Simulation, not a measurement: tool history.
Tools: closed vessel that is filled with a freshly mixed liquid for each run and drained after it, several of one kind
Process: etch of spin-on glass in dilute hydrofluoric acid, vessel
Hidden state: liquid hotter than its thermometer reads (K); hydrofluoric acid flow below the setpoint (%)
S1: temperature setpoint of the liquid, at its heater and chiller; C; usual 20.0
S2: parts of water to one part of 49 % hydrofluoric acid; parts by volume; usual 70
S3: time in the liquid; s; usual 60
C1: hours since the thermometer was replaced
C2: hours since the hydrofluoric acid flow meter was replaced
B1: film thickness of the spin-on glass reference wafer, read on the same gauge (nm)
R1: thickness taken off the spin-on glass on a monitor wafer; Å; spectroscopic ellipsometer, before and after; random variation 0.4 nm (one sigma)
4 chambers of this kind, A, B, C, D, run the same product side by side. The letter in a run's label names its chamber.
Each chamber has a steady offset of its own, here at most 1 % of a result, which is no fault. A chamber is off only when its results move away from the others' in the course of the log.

run	day	S1	S2	S3	C1	C2	B1	R1
1B	0.271	20.0	70	60	560.0	174.6	139.99	469.69
2D	0.604	20.0	70	60	203.8	950.7	140.00	475.95
3A	0.908	20.0	70	60	367.9	455.1	140.00	486.21
4C	1.125	20.0	70	60	1711.0	1309.1	139.98	481.96
5B	1.488	20.0	70	60	589.2	203.8	140.00	472.18
6A	1.708	20.0	70	60	387.1	474.3	139.98	480.73
# day 1.996: chamber C: thermometer replaced
7D	2.150	20.0	70	60	240.9	987.8	139.95	483.85
8C	2.433	20.0	70	60	10.5	1340.5	140.00	480.20
9C	2.879	20.0	70	60	21.2	1351.2	140.02	476.03
10A	3.229	20.0	70	60	423.6	510.8	139.99	484.91
11D	3.717	20.0	70	60	278.5	1025.4	139.98	468.32
12B	4.050	20.0	70	60	650.7	265.3	140.01	477.48
13B	4.492	20.0	70	60	661.3	275.9	140.01	473.93
14D	4.900	20.0	70	60	306.9	1053.8	139.98	472.84
15C	5.392	20.0	70	60	81.5	1411.5	140.00	479.46
16A	5.650	22.5	70	40	481.7	568.9	139.96	356.96
17A	6.112	22.5	70	40	492.8	580.0	140.00	356.83
18B	6.558	22.5	70	40	710.9	325.5	139.99	354.96
19D	6.858	22.5	70	40	353.9	1100.8	139.97	354.67
20C	7.162	20.0	70	60	124.0	1454.0	140.00	474.51
21A	7.492	20.0	70	60	525.9	613.1	140.01	481.14
22C	7.921	20.0	70	60	142.2	1472.2	140.03	478.88
23B	8.383	20.0	70	60	754.7	369.3	140.01	469.54
24D	8.817	23.0	70	50	400.9	1147.8	139.98	451.10
25D	9.300	23.0	70	50	412.5	1159.4	139.99	454.98
26A	9.521	23.0	70	50	574.6	661.8	139.98	456.26
27C	9.846	23.0	70	50	188.4	1518.4	139.96	455.82
28B	10.296	20.0	70	60	800.6	415.2	140.05	471.25
29A	10.696	20.0	70	60	602.8	690.0	140.01	482.74
30C	10.988	20.0	70	60	215.8	1545.8	140.00	478.69
31D	11.425	20.0	70	60	463.5	1210.4	139.97	487.27
32B	11.829	20.0	70	60	837.4	452.0	140.02	466.84
33D	12.212	20.0	70	60	482.4	1229.3	140.02	486.61
34B	12.504	20.0	70	60	853.6	468.2	139.96	464.28
35C	12.804	20.0	70	60	259.4	1589.4	140.00	477.46
36A	13.138	20.0	70	60	661.4	748.6	139.96	485.91
37D	13.642	20.0	70	60	516.7	1263.6	140.00	498.53
38C	13.883	20.0	70	60	285.3	1615.3	140.01	471.10
39B	14.262	20.0	70	60	895.8	510.4	139.99	475.21
40A	14.562	20.0	70	60	695.6	782.8	140.01	483.92
41D	14.842	20.0	70	60	545.5	1292.4	140.00	497.62
42C	15.342	20.0	70	60	320.3	1650.3	140.02	475.85
43A	15.725	20.0	70	60	723.5	810.7	139.98	481.07

What goes on in this fleet: one chamber off, a drifting gauge, or nothing beyond the chambers' own small offsets? Name the chamber and the cause, if any.

Chamber D drifts away from the others.
Cause: liquid hotter than its thermometer reads (K) = 1.27.
The log may not tell that from: hydrofluoric acid flow above the setpoint (%).

Here are 4 candidates for chamber D's next run, each the usual settings with a change, their results left as question marks. Which one brings its results back in line with what the others give on the usual settings?
In line means no further than this from the other chambers' mean on the usual settings: R1 14.00 Å
44D-1	16.088	21.0	70	60				?
44D-2	16.088	19.5	75	60				?
44D-3	16.088	20.5	65	60				?
44D-4	16.088	19.0	70	60				?

The other chambers' mean on the usual settings: R1 477.40 Å
run	R1
44D-1	520.50
44D-2	453.67
44D-3	552.52
44D-4	478.90
44D-4 brings the chamber back in line.
